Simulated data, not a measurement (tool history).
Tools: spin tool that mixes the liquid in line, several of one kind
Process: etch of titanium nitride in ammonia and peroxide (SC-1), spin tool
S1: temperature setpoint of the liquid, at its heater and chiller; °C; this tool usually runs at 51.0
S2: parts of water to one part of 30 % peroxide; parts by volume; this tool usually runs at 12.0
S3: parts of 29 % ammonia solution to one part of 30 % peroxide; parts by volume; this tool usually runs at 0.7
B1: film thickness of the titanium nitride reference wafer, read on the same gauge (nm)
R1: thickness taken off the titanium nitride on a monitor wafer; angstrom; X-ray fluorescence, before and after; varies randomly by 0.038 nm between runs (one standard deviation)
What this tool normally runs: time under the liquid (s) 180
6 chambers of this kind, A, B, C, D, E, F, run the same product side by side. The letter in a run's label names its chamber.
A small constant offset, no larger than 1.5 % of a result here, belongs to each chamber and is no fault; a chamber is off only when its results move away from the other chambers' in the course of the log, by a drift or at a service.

Run 1E, day 0.562: usual settings; B1 60.002. Result: R1 66.133 angstrom.
At day 0.754: chamber C: new drum of ammonia solution connected.
Run 2D, day 1.012: usual settings; B1 60.000. Result: R1 64.685 angstrom.
Run 3A, day 1.400: usual settings; B1 59.989. Result: R1 65.710 angstrom.
Run 4F, day 1.812: usual settings; B1 60.006. Result: R1 63.780 angstrom.
At day 2.200: chamber C: ammonia flow meter replaced.
Run 5C, day 2.396: usual settings but S1 56.0 °C; B1 59.995. Result: R1 91.924 angstrom.
Run 6B, day 2.908: usual settings but S1 56.0 °C; B1 59.997. Result: R1 93.430 angstrom.
Run 7C, day 3.479: usual settings but S1 56.0 °C; B1 60.006. Result: R1 92.598 angstrom.
Run 8F, day 4.025: usual settings but S1 56.0 °C; B1 60.003. Result: R1 90.410 angstrom.
Run 9E, day 4.421: usual settings but S1 56.0 °C; B1 60.011. Result: R1 91.318 angstrom.
Run 10A, day 4.825: usual settings but S1 56.0 °C; B1 59.992. Result: R1 91.563 angstrom.
Run 11D, day 5.196: usual settings; B1 60.005. Result: R1 65.771 angstrom.
Run 12B, day 5.604: usual settings; B1 60.021. Result: R1 66.164 angstrom.
At day 5.642: chamber E: thermometer replaced.
Run 13D, day 5.983: usual settings; B1 60.027. Result: R1 65.714 angstrom.
At day 6.304: chamber C: thermometer replaced.
Run 14B, day 6.317: usual settings but S3 0.4 parts by volume, time under the liquid (s) 230; B1 60.012. Result: R1 76.126 angstrom.
Run 15F, day 6.867: usual settings but S3 0.4 parts by volume, time under the liquid (s) 230; B1 60.001. Result: R1 74.604 angstrom.
Run 16A, day 7.212: usual settings but S3 0.4 parts by volume, time under the liquid (s) 230; B1 59.963. Result: R1 76.159 angstrom.
Run 17E, day 7.692: usual settings but S3 0.4 parts by volume, time under the liquid (s) 230; B1 59.986. Result: R1 75.281 angstrom.
Run 18C, day 8.117: usual settings but S3 0.4 parts by volume, time under the liquid (s) 230; B1 59.979. Result: R1 76.286 angstrom.
At day 8.408: chamber D: new drum of ammonia solution connected.
Run 19E, day 8.442: usual settings but S3 0.4 parts by volume, time under the liquid (s) 230; B1 60.028. Result: R1 75.068 angstrom.
Run 20A, day 8.717: usual settings; B1 60.007. Result: R1 64.965 angstrom.
At day 8.746: chamber E: ammonia flow meter replaced.
Run 21F, day 9.033: usual settings; B1 60.019. Result: R1 64.433 angstrom.
Run 22B, day 9.625: usual settings; B1 60.018. Result: R1 64.931 angstrom.
Run 23C, day 9.904: usual settings; B1 59.993. Result: R1 65.815 angstrom.
Run 24D, day 10.292: usual settings; B1 59.975. Result: R1 65.484 angstrom.
Run 25A, day 10.733: usual settings; B1 60.001. Result: R1 65.810 angstrom.
At day 10.875: chamber F: new drum of ammonia solution connected.
Run 26E, day 11.067: usual settings; B1 59.998. Result: R1 65.938 angstrom.
Run 27B, day 11.454: usual settings; B1 60.017. Result: R1 63.942 angstrom.
Run 28C, day 11.896: usual settings but S1 41.5 °C, S3 1.0 parts by volume; B1 59.996. Result: R1 35.309 angstrom.
At day 11.929: chamber A: new drum of ammonia solution connected.
Run 29F, day 12.250: usual settings but S1 41.5 °C, S3 1.0 parts by volume; B1 60.013. Result: R1 34.846 angstrom.
Run 30D, day 12.729: usual settings but S1 41.5 °C, S3 1.0 parts by volume; B1 60.002. Result: R1 35.487 angstrom.
Run 31B, day 13.025: usual settings but S1 41.5 °C, S3 1.0 parts by volume; B1 59.990. Result: R1 33.736 angstrom.
Run 32E, day 13.350: usual settings but S1 41.5 °C, S3 1.0 parts by volume; B1 60.003. Result: R1 35.569 angstrom.
Run 33C, day 13.654: usual settings but S1 41.5 °C, S3 1.0 parts by volume; B1 59.961. Result: R1 35.238 angstrom.
Run 34F, day 13.946: usual settings; B1 59.975. Result: R1 64.941 angstrom.
Run 35A, day 14.458: usual settings; B1 60.008. Result: R1 65.616 angstrom.
Run 36D, day 14.938: usual settings but S2 9.5 parts by volume; B1 59.998. Result: R1 74.570 angstrom.
Run 37D, day 15.421: usual settings but S2 9.5 parts by volume; B1 60.004. Result: R1 74.570 angstrom.
At day 15.717: chamber C: new drum of ammonia solution connected.
Run 38A, day 15.888: usual settings but S2 9.5 parts by volume; B1 60.001. Result: R1 73.997 angstrom.
At day 16.008: chamber C: heated supply line repaired.
Run 39E, day 16.421: usual settings but S2 9.5 parts by volume; B1 60.011. Result: R1 74.339 angstrom.
Run 40C, day 16.758: usual settings but S2 9.5 parts by volume; B1 60.000. Result: R1 74.407 angstrom.

One chamber off, gauge drift, or nothing amiss beyond the chambers' own small offsets? If it is a chamber, which one, and what is the likeliest cause?

Little by little, chamber B moves away from the other chambers.
What lies behind it: liquid colder than its thermometer reads (K) = 1.04.
The log may not separate it from: temperature lost on the way to the wafer (K).

Which of the 4 candidates below, each the usual settings with something changed and its results left as question marks, puts chamber B back in line with what the other chambers give on the usual settings?
In line means no further than this from the other chambers' mean on the usual settings: R1 1.300 angstrom
Run 41B-1, day 17.192: usual settings but S1 50.0 °C, time under the liquid (s) 170. Result: R1 ?.
Run 41B-2, day 17.192: usual settings but S1 50.5 °C, time under the liquid (s) 175. Result: R1 ?.
Run 41B-3, day 17.192: usual settings but S1 51.5 °C, time under the liquid (s) 185. Result: R1 ?.
Run 41B-4, day 17.192: usual settings but S1 52.0 °C, time under the liquid (s) 190. Result: R1 ?.

Average result of the remaining chambers running the usual settings: R1 65.360 angstrom
  run      R1
41B-1  53.933
41B-2  57.538
41B-3  65.307
41B-4  69.439
With 41B-3, the chamber falls back in line with the rest.

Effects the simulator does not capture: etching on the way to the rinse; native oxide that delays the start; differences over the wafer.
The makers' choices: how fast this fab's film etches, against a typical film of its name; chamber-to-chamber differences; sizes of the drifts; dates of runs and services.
